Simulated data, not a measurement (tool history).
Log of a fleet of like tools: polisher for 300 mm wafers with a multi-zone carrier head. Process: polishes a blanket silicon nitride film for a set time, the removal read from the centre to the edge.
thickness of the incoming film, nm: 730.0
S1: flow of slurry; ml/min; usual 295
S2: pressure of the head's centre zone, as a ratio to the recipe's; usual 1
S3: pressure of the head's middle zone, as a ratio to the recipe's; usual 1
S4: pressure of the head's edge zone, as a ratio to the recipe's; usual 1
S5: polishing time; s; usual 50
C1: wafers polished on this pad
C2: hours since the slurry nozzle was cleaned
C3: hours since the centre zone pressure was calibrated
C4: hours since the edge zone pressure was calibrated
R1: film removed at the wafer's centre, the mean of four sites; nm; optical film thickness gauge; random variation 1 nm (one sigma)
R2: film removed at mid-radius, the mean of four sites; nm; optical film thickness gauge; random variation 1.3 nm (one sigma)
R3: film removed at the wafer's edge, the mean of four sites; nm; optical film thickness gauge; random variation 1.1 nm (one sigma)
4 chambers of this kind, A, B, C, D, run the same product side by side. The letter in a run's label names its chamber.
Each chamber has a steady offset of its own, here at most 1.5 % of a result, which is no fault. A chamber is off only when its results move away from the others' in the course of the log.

{"run": "1C", "hour": 14.4, "S1": 295, "S2": 1, "S3": 1, "S4": 1, "S5": 50, "C1": 233, "C2": 538.4, "C3": 57.3, "C4": 221.8, "R1": 109.74, "R2": 111.11, "R3": 112.04}
{"run": "2B", "hour": 24.0, "S1": 295, "S2": 1, "S3": 1, "S4": 1, "S5": 50, "C1": 940, "C2": 382.7, "C3": 682.7, "C4": 606.4, "R1": 112.66, "R2": 111.23, "R3": 112.59}
{"hour": 31.6, "done": "chamber D: slurry nozzle cleaned"}
{"run": "3D", "hour": 36.4, "S1": 295, "S2": 1, "S3": 1, "S4": 1, "S5": 50, "C1": 333, "C2": 4.8, "C3": 141.7, "C4": 866.6, "R1": 110.81, "R2": 112.24, "R3": 111.95}
{"run": "4A", "hour": 51.6, "S1": 295, "S2": 1, "S3": 1, "S4": 1, "S5": 50, "C1": 531, "C2": 539.8, "C3": 205.6, "C4": 540.8, "R1": 112.27, "R2": 112.56, "R3": 111.18}
{"run": "5A", "hour": 62.2, "S1": 295, "S2": 1, "S3": 1, "S4": 1, "S5": 50, "C1": 619, "C2": 550.4, "C3": 216.2, "C4": 551.4, "R1": 114.31, "R2": 111.72, "R3": 112.55}
{"hour": 67.5, "done": "chamber D: worn pad replaced by a new one"}
{"run": "6B", "hour": 73.5, "S1": 295, "S2": 1.11, "S3": 1, "S4": 1, "S5": 50, "C1": 1350, "C2": 432.2, "C3": 732.2, "C4": 655.9, "R1": 125.73, "R2": 112.19, "R3": 113.02}
{"run": "7D", "hour": 82.5, "S1": 295, "S2": 1.11, "S3": 1, "S4": 1, "S5": 50, "C1": 124, "C2": 50.9, "C3": 187.8, "C4": 912.7, "R1": 124.16, "R2": 111.09, "R3": 109.78}
{"hour": 88.8, "done": "chamber C: slurry nozzle cleaned"}
{"run": "8C", "hour": 92.1, "S1": 295, "S2": 1.11, "S3": 1, "S4": 1, "S5": 50, "C1": 877, "C2": 3.3, "C3": 135, "C4": 299.5, "R1": 125.29, "R2": 110.6, "R3": 112.42}
{"hour": 92.3, "done": "chamber A: worn pad replaced by a new one"}
{"hour": 94.7, "done": "chamber B: worn pad replaced by a new one"}
{"run": "9B", "hour": 107.0, "S1": 295, "S2": 1.11, "S3": 1, "S4": 1, "S5": 50, "C1": 102, "C2": 465.7, "C3": 765.7, "C4": 689.4, "R1": 124.24, "R2": 112.4, "R3": 112.25}
{"run": "10C", "hour": 117.7, "S1": 295, "S2": 1, "S3": 1, "S4": 1, "S5": 50, "C1": 1089, "C2": 28.9, "C3": 160.6, "C4": 325.1, "R1": 111.56, "R2": 110.39, "R3": 110.95}
{"run": "11A", "hour": 133.8, "S1": 295, "S2": 1, "S3": 1, "S4": 1, "S5": 50, "C1": 344, "C2": 622, "C3": 287.8, "C4": 623, "R1": 114.79, "R2": 110.69, "R3": 110.14}
{"hour": 145.1, "done": "chamber D: worn pad replaced by a new one"}
{"run": "12D", "hour": 146.6, "S1": 295, "S2": 1, "S3": 1, "S4": 1, "S5": 50, "C1": 13, "C2": 115, "C3": 251.9, "C4": 976.8, "R1": 109.62, "R2": 110.03, "R3": 112.21}
{"hour": 156.3, "done": "chamber A: edge zone pressure recalibrated"}
{"hour": 156.9, "done": "chamber C: worn pad replaced by a new one"}
{"run": "13C", "hour": 159.7, "S1": 295, "S2": 1, "S3": 1, "S4": 1, "S5": 50, "C1": 23, "C2": 70.9, "C3": 202.6, "C4": 367.1, "R1": 111.33, "R2": 109.01, "R3": 111.52}
{"run": "14B", "hour": 170.3, "S1": 295, "S2": 1, "S3": 1, "S4": 1, "S5": 50, "C1": 627, "C2": 529, "C3": 829, "C4": 752.7, "R1": 113.63, "R2": 109.92, "R3": 113.18}
{"run": "15D", "hour": 183.1, "S1": 295, "S2": 1, "S3": 1, "S4": 1, "S5": 50, "C1": 315, "C2": 151.5, "C3": 288.4, "C4": 1013.3, "R1": 110.42, "R2": 110.5, "R3": 112.13}
{"hour": 188.7, "done": "chamber C: edge zone pressure recalibrated"}
{"hour": 189.6, "done": "chamber A: worn pad replaced by a new one"}
{"run": "16A", "hour": 198.0, "S1": 295, "S2": 0.91, "S3": 1, "S4": 1, "S5": 50, "C1": 69, "C2": 686.2, "C3": 352, "C4": 41.7, "R1": 101.47, "R2": 113.13, "R3": 111.96}
{"run": "17A", "hour": 208.1, "S1": 295, "S2": 0.91, "S3": 1, "S4": 1, "S5": 50, "C1": 153, "C2": 696.3, "C3": 362.1, "C4": 51.8, "R1": 102.88, "R2": 109.48, "R3": 110.98}
{"hour": 210.5, "done": "chamber D: worn pad replaced by a new one"}
{"run": "18D", "hour": 217.8, "S1": 295, "S2": 0.91, "S3": 1, "S4": 1, "S5": 50, "C1": 61, "C2": 186.2, "C3": 323.1, "C4": 1048, "R1": 98.835, "R2": 108.6, "R3": 111.88}
{"run": "19C", "hour": 228.2, "S1": 295, "S2": 0.91, "S3": 1, "S4": 1, "S5": 50, "C1": 591, "C2": 139.4, "C3": 271.1, "C4": 39.5, "R1": 101, "R2": 110.51, "R3": 109.61}
{"run": "20B", "hour": 244.2, "S1": 295, "S2": 1, "S3": 1, "S4": 1, "S5": 50, "C1": 1239, "C2": 602.9, "C3": 902.9, "C4": 826.6, "R1": 111.85, "R2": 110.4, "R3": 113.84}
{"hour": 245.6, "done": "chamber B: worn pad replaced by a new one"}
{"run": "21C", "hour": 256.3, "S1": 295, "S2": 1, "S3": 1, "S4": 1, "S5": 50, "C1": 824, "C2": 167.5, "C3": 299.2, "C4": 67.6, "R1": 110.74, "R2": 109.44, "R3": 109.78}
{"run": "22D", "hour": 267.0, "S1": 295, "S2": 1, "S3": 1, "S4": 1, "S5": 50, "C1": 469, "C2": 235.4, "C3": 372.3, "C4": 1097.2, "R1": 111.65, "R2": 111.25, "R3": 111.99}
{"hour": 269.4, "done": "chamber C: centre zone pressure recalibrated"}
{"run": "23A", "hour": 283.6, "S1": 295, "S2": 1, "S3": 1, "S4": 1, "S5": 50, "C1": 779, "C2": 771.8, "C3": 437.6, "C4": 127.3, "R1": 114.05, "R2": 111.87, "R3": 113.63}
{"hour": 290.7, "done": "chamber D: worn pad replaced by a new one"}
{"hour": 294.6, "done": "chamber A: worn pad replaced by a new one"}
{"run": "24B", "hour": 299.6, "S1": 295, "S2": 1, "S3": 1, "S4": 1, "S5": 50, "C1": 447, "C2": 658.3, "C3": 958.3, "C4": 882, "R1": 113.56, "R2": 110.16, "R3": 113.85}
{"run": "25A", "hour": 308.7, "S1": 295, "S2": 1, "S3": 1, "S4": 1, "S5": 50, "C1": 117, "C2": 796.9, "C3": 462.7, "C4": 152.4, "R1": 113.38, "R2": 113.46, "R3": 112.83}
{"hour": 311.7, "done": "chamber B: slurry nozzle cleaned"}
{"hour": 313.9, "done": "chamber C: worn pad replaced by a new one"}
{"run": "26C", "hour": 317.8, "S1": 295, "S2": 1, "S3": 1, "S4": 1, "S5": 36, "C1": 33, "C2": 229, "C3": 48.5, "C4": 129.1, "R1": 80.689, "R2": 80.527, "R3": 80.875}
{"hour": 327.5, "done": "chamber D: edge zone pressure recalibrated"}
{"run": "27D", "hour": 330.0, "S1": 295, "S2": 1, "S3": 1, "S4": 1, "S5": 36, "C1": 325, "C2": 298.4, "C3": 435.3, "C4": 2.6, "R1": 80.836, "R2": 78.994, "R3": 80.947}
{"run": "28B", "hour": 345.6, "S1": 295, "S2": 1, "S3": 1, "S4": 1, "S5": 36, "C1": 828, "C2": 34, "C3": 1004.3, "C4": 928, "R1": 82.223, "R2": 79.893, "R3": 80.599}

Next, every chamber runs the same settings. What will each give?
{"run": "29A", "hour": 357.5, "S1": 295, "S2": 1, "S3": 1, "S4": 1, "S5": 50, "R1": "?", "R2": "?", "R3": "?"}
{"run": "29B", "hour": 357.5, "S1": 295, "S2": 1, "S3": 1, "S4": 1, "S5": 50, "R1": "?", "R2": "?", "R3": "?"}
{"run": "29C", "hour": 357.5, "S1": 295, "S2": 1, "S3": 1, "S4": 1, "S5": 50, "R1": "?", "R2": "?", "R3": "?"}
{"run": "29D", "hour": 357.5, "S1": 295, "S2": 1, "S3": 1, "S4": 1, "S5": 50, "R1": "?", "R2": "?", "R3": "?"}

run=29A R1=114.58 R2=111.82 R3=112.24
run=29B R1=111.37 R2=110.23 R3=111.89
run=29C R1=110.85 R2=109.48 R3=112.24
run=29D R1=112.38 R2=109.7 R3=112.39
